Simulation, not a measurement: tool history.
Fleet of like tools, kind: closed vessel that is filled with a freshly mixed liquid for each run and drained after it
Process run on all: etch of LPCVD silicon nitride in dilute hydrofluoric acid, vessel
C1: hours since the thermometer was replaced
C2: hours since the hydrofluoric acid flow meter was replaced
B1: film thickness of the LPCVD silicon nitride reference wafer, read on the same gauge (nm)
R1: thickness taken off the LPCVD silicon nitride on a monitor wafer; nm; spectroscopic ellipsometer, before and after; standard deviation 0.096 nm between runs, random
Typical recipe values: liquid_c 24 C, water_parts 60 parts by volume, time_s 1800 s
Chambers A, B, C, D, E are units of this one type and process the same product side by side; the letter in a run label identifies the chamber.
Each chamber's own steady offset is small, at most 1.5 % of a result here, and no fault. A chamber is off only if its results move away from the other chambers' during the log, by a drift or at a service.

run 1B day=0.229 | liquid_c=24 water_parts=60 time_s=1800 | C1=603.1 C2=202.5 | B1=130.00 | R1=15.1150
run 2D day=0.412 | liquid_c=24 water_parts=60 time_s=1800 | C1=192.8 C2=639.8 | B1=130.00 | R1=15.2060
run 3E day=0.600 | liquid_c=24 water_parts=60 time_s=1800 | C1=1637.8 C2=798.8 | B1=130.01 | R1=14.9700
-- day=0.633 chamber A: hydrofluoric acid flow meter replaced
run 4A day=0.871 | liquid_c=24 water_parts=60 time_s=1800 | C1=168.4 C2=5.8 | B1=130.00 | R1=15.2820
run 5C day=1.104 | liquid_c=24 water_parts=60 time_s=1800 | C1=2649.1 C2=844.1 | B1=129.99 | R1=15.1490
run 6C day=1.371 | liquid_c=24 water_parts=60 time_s=1800 | C1=2655.5 C2=850.5 | B1=129.99 | R1=15.0450
run 7D day=1.654 | liquid_c=24 water_parts=60 time_s=1800 | C1=222.6 C2=669.6 | B1=129.99 | R1=15.1710
run 8E day=1.883 | liquid_c=24 water_parts=60 time_s=1800 | C1=1668.6 C2=829.6 | B1=129.99 | R1=15.0610
run 9A day=2.125 | liquid_c=24 water_parts=60 time_s=1800 | C1=198.5 C2=35.9 | B1=130.01 | R1=15.2670
run 10B day=2.433 | liquid_c=24 water_parts=60 time_s=1800 | C1=656.0 C2=255.4 | B1=130.00 | R1=15.0820
run 11E day=2.708 | liquid_c=24 water_parts=60 time_s=1800 | C1=1688.4 C2=849.4 | B1=130.00 | R1=15.0690
run 12A day=2.883 | liquid_c=24 water_parts=60 time_s=1800 | C1=216.7 C2=54.1 | B1=130.00 | R1=15.2470
run 13D day=3.179 | liquid_c=24 water_parts=60 time_s=1800 | C1=259.2 C2=706.2 | B1=129.97 | R1=15.3410
run 14C day=3.396 | liquid_c=24 water_parts=60 time_s=1800 | C1=2704.1 C2=899.1 | B1=130.02 | R1=15.0570
run 15B day=3.600 | liquid_c=24 water_parts=60 time_s=1800 | C1=684.0 C2=283.4 | B1=129.99 | R1=14.9800
run 16B day=3.867 | liquid_c=24 water_parts=60 time_s=1800 | C1=690.4 C2=289.8 | B1=129.99 | R1=15.1110
run 17A day=4.125 | liquid_c=24 water_parts=60 time_s=1800 | C1=246.5 C2=83.9 | B1=130.00 | R1=15.2730
run 18E day=4.342 | liquid_c=24 water_parts=60 time_s=1800 | C1=1727.6 C2=888.6 | B1=129.99 | R1=15.1410
run 19D day=4.533 | liquid_c=24 water_parts=60 time_s=1800 | C1=291.7 C2=738.7 | B1=129.99 | R1=15.2250
run 20C day=4.804 | liquid_c=24 water_parts=60 time_s=1800 | C1=2737.9 C2=932.9 | B1=130.01 | R1=15.0950
run 21D day=5.025 | liquid_c=19 water_parts=60 time_s=1800 | C1=303.5 C2=750.5 | B1=130.02 | R1=10.7190
run 22E day=5.225 | liquid_c=19 water_parts=60 time_s=1800 | C1=1748.8 C2=909.8 | B1=130.00 | R1=10.8000
run 23C day=5.442 | liquid_c=19 water_parts=60 time_s=1800 | C1=2753.2 C2=948.2 | B1=130.02 | R1=10.8330
run 24A day=5.612 | liquid_c=19 water_parts=60 time_s=1800 | C1=282.2 C2=119.6 | B1=129.99 | R1=10.7710
run 25B day=5.762 | liquid_c=19 water_parts=60 time_s=1800 | C1=735.9 C2=335.3 | B1=129.98 | R1=10.7310
run 26A day=6.067 | liquid_c=24 water_parts=60 time_s=1800 | C1=293.1 C2=130.5 | B1=130.01 | R1=15.1640
run 27E day=6.296 | liquid_c=24 water_parts=60 time_s=1800 | C1=1774.5 C2=935.5 | B1=130.02 | R1=15.1080
run 28D day=6.475 | liquid_c=24 water_parts=60 time_s=1800 | C1=338.3 C2=785.3 | B1=130.00 | R1=15.1730
run 29B day=6.729 | liquid_c=24 water_parts=60 time_s=2690 | C1=759.1 C2=358.5 | B1=130.01 | R1=22.3480
run 30C day=6.921 | liquid_c=24 water_parts=60 time_s=2690 | C1=2788.7 C2=983.7 | B1=130.00 | R1=22.5130
run 31C day=7.258 | liquid_c=24 water_parts=60 time_s=2690 | C1=2796.8 C2=991.8 | B1=130.00 | R1=22.8390
run 32D day=7.408 | liquid_c=24 water_parts=60 time_s=2690 | C1=360.7 C2=807.7 | B1=130.00 | R1=23.0590
run 33B day=7.654 | liquid_c=24 water_parts=60 time_s=2690 | C1=781.3 C2=380.7 | B1=130.01 | R1=22.5590
run 34A day=7.821 | liquid_c=24 water_parts=75 time_s=1295 | C1=335.2 C2=172.6 | B1=129.99 | R1=8.7378

The same settings go to every chamber for the next run, one line per chamber below. Forecast the results for each:
run 35A day=8.062 | liquid_c=24 water_parts=70 time_s=1800 | R1=?
run 35B day=8.062 | liquid_c=24 water_parts=70 time_s=1800 | R1=?
run 35C day=8.062 | liquid_c=24 water_parts=70 time_s=1800 | R1=?
run 35D day=8.062 | liquid_c=24 water_parts=70 time_s=1800 | R1=?
run 35E day=8.062 | liquid_c=24 water_parts=70 time_s=1800 | R1=?

run=35A R1=13.2300
run=35B R1=12.9190
run=35C R1=13.0510
run=35D R1=13.1790
run=35E R1=12.9490
